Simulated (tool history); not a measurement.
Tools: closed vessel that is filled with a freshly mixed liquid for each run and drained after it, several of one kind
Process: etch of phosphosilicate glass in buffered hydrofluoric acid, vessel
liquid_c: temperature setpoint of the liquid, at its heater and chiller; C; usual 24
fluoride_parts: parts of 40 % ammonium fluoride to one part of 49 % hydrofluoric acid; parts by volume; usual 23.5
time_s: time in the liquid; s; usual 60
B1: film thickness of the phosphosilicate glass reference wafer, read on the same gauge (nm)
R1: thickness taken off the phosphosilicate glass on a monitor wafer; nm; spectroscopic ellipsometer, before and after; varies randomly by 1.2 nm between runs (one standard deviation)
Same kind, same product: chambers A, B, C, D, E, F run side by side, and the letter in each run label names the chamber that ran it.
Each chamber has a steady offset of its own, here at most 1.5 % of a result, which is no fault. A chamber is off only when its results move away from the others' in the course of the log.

-- hour=9.7 chamber E: hydrofluoric acid flow meter replaced
run 1A hour=14.5 | liquid_c=24 fluoride_parts=23.5 time_s=60 | B1=119.99 | R1=140.14
run 2C hour=26.5 | liquid_c=24 fluoride_parts=23.5 time_s=60 | B1=119.99 | R1=139.19
run 3D hour=34.4 | liquid_c=24 fluoride_parts=23.5 time_s=60 | B1=119.98 | R1=140.98
run 4B hour=44.7 | liquid_c=24 fluoride_parts=23.5 time_s=60 | B1=120.02 | R1=136.75
run 5E hour=52.0 | liquid_c=24 fluoride_parts=23.5 time_s=60 | B1=120.01 | R1=138.16
run 6F hour=66.5 | liquid_c=24 fluoride_parts=23.5 time_s=60 | B1=120.01 | R1=137.73
-- hour=71.6 chamber A: hydrofluoric acid flow meter replaced
run 7C hour=79.4 | liquid_c=24 fluoride_parts=23.5 time_s=60 | B1=120.01 | R1=139.64
-- hour=89.8 chamber D: thermometer replaced
run 8D hour=92.1 | liquid_c=24 fluoride_parts=23.5 time_s=60 | B1=120.00 | R1=139.30
-- hour=94.7 chamber E: thermometer replaced
run 9F hour=103.2 | liquid_c=24 fluoride_parts=23.5 time_s=60 | B1=119.99 | R1=138.65
run 10E hour=110.7 | liquid_c=24 fluoride_parts=23.5 time_s=60 | B1=119.99 | R1=136.01
run 11A hour=120.3 | liquid_c=24 fluoride_parts=23.5 time_s=60 | B1=120.01 | R1=138.70
run 12B hour=133.0 | liquid_c=24 fluoride_parts=23.5 time_s=60 | B1=120.01 | R1=138.86
run 13E hour=141.1 | liquid_c=24 fluoride_parts=30.0 time_s=85 | B1=119.97 | R1=166.71
run 14D hour=148.4 | liquid_c=24 fluoride_parts=30.0 time_s=85 | B1=120.00 | R1=166.50
run 15F hour=160.2 | liquid_c=24 fluoride_parts=30.0 time_s=85 | B1=119.99 | R1=167.42
run 16C hour=168.7 | liquid_c=24 fluoride_parts=30.0 time_s=85 | B1=120.01 | R1=167.27
run 17B hour=181.9 | liquid_c=24 fluoride_parts=30.0 time_s=85 | B1=119.97 | R1=166.33
run 18A hour=189.1 | liquid_c=24 fluoride_parts=30.0 time_s=85 | B1=120.00 | R1=168.63
run 19E hour=198.7 | liquid_c=24 fluoride_parts=23.5 time_s=60 | B1=120.01 | R1=141.33
run 20D hour=212.4 | liquid_c=24 fluoride_parts=23.5 time_s=60 | B1=120.01 | R1=139.30
run 21B hour=219.3 | liquid_c=24 fluoride_parts=23.5 time_s=60 | B1=120.02 | R1=139.53
run 22A hour=231.3 | liquid_c=24 fluoride_parts=23.5 time_s=60 | B1=119.99 | R1=139.07
run 23C hour=239.4 | liquid_c=24 fluoride_parts=23.5 time_s=60 | B1=119.99 | R1=137.96
run 24F hour=250.4 | liquid_c=24 fluoride_parts=23.5 time_s=60 | B1=120.00 | R1=137.19
run 25D hour=263.6 | liquid_c=24 fluoride_parts=23.5 time_s=60 | B1=120.01 | R1=140.78
run 26E hour=275.3 | liquid_c=24 fluoride_parts=23.5 time_s=60 | B1=119.99 | R1=137.55
run 27C hour=290.1 | liquid_c=24 fluoride_parts=23.5 time_s=70 | B1=120.00 | R1=162.20
run 28B hour=300.4 | liquid_c=24 fluoride_parts=23.5 time_s=70 | B1=120.00 | R1=160.29
run 29A hour=313.6 | liquid_c=24 fluoride_parts=23.5 time_s=70 | B1=120.02 | R1=162.67
run 30F hour=326.3 | liquid_c=24 fluoride_parts=23.5 time_s=70 | B1=120.01 | R1=163.70
run 31F hour=340.2 | liquid_c=24 fluoride_parts=23.5 time_s=70 | B1=119.99 | R1=159.80
run 32B hour=354.8 | liquid_c=24 fluoride_parts=23.5 time_s=70 | B1=120.01 | R1=159.88
run 33E hour=361.5 | liquid_c=24 fluoride_parts=23.5 time_s=60 | B1=120.01 | R1=138.27
-- hour=368.0 chamber F: hydrofluoric acid flow meter replaced
run 34A hour=375.8 | liquid_c=24 fluoride_parts=23.5 time_s=60 | B1=120.00 | R1=139.67
run 35C hour=386.4 | liquid_c=24 fluoride_parts=23.5 time_s=60 | B1=120.00 | R1=141.00
run 36D hour=398.0 | liquid_c=24 fluoride_parts=23.5 time_s=60 | B1=119.98 | R1=141.47
run 37F hour=408.8 | liquid_c=24 fluoride_parts=23.5 time_s=60 | B1=120.01 | R1=140.65
run 38A hour=419.9 | liquid_c=24 fluoride_parts=23.5 time_s=60 | B1=119.99 | R1=140.89
run 39C hour=430.5 | liquid_c=24 fluoride_parts=23.5 time_s=60 | B1=120.01 | R1=138.81
run 40D hour=445.0 | liquid_c=24 fluoride_parts=23.5 time_s=60 | B1=120.01 | R1=140.78
run 41E hour=455.8 | liquid_c=24 fluoride_parts=23.5 time_s=60 | B1=120.02 | R1=137.07
run 42B hour=465.4 | liquid_c=24 fluoride_parts=26.5 time_s=90 | B1=120.00 | R1=193.05
run 43D hour=477.0 | liquid_c=24 fluoride_parts=26.5 time_s=90 | B1=120.00 | R1=195.12

Next, every chamber runs the same settings. What will each give?
run 44A hour=488.0 | liquid_c=24 fluoride_parts=23.5 time_s=60 | R1=?
run 44B hour=488.0 | liquid_c=24 fluoride_parts=23.5 time_s=60 | R1=?
run 44C hour=488.0 | liquid_c=24 fluoride_parts=23.5 time_s=60 | R1=?
run 44D hour=488.0 | liquid_c=24 fluoride_parts=23.5 time_s=60 | R1=?
run 44E hour=488.0 | liquid_c=24 fluoride_parts=23.5 time_s=60 | R1=?
run 44F hour=488.0 | liquid_c=24 fluoride_parts=23.5 time_s=60 | R1=?

run=44A R1=142.61
run=44B R1=137.52
run=44C R1=140.34
run=44D R1=141.44
run=44E R1=137.44
run=44F R1=138.34
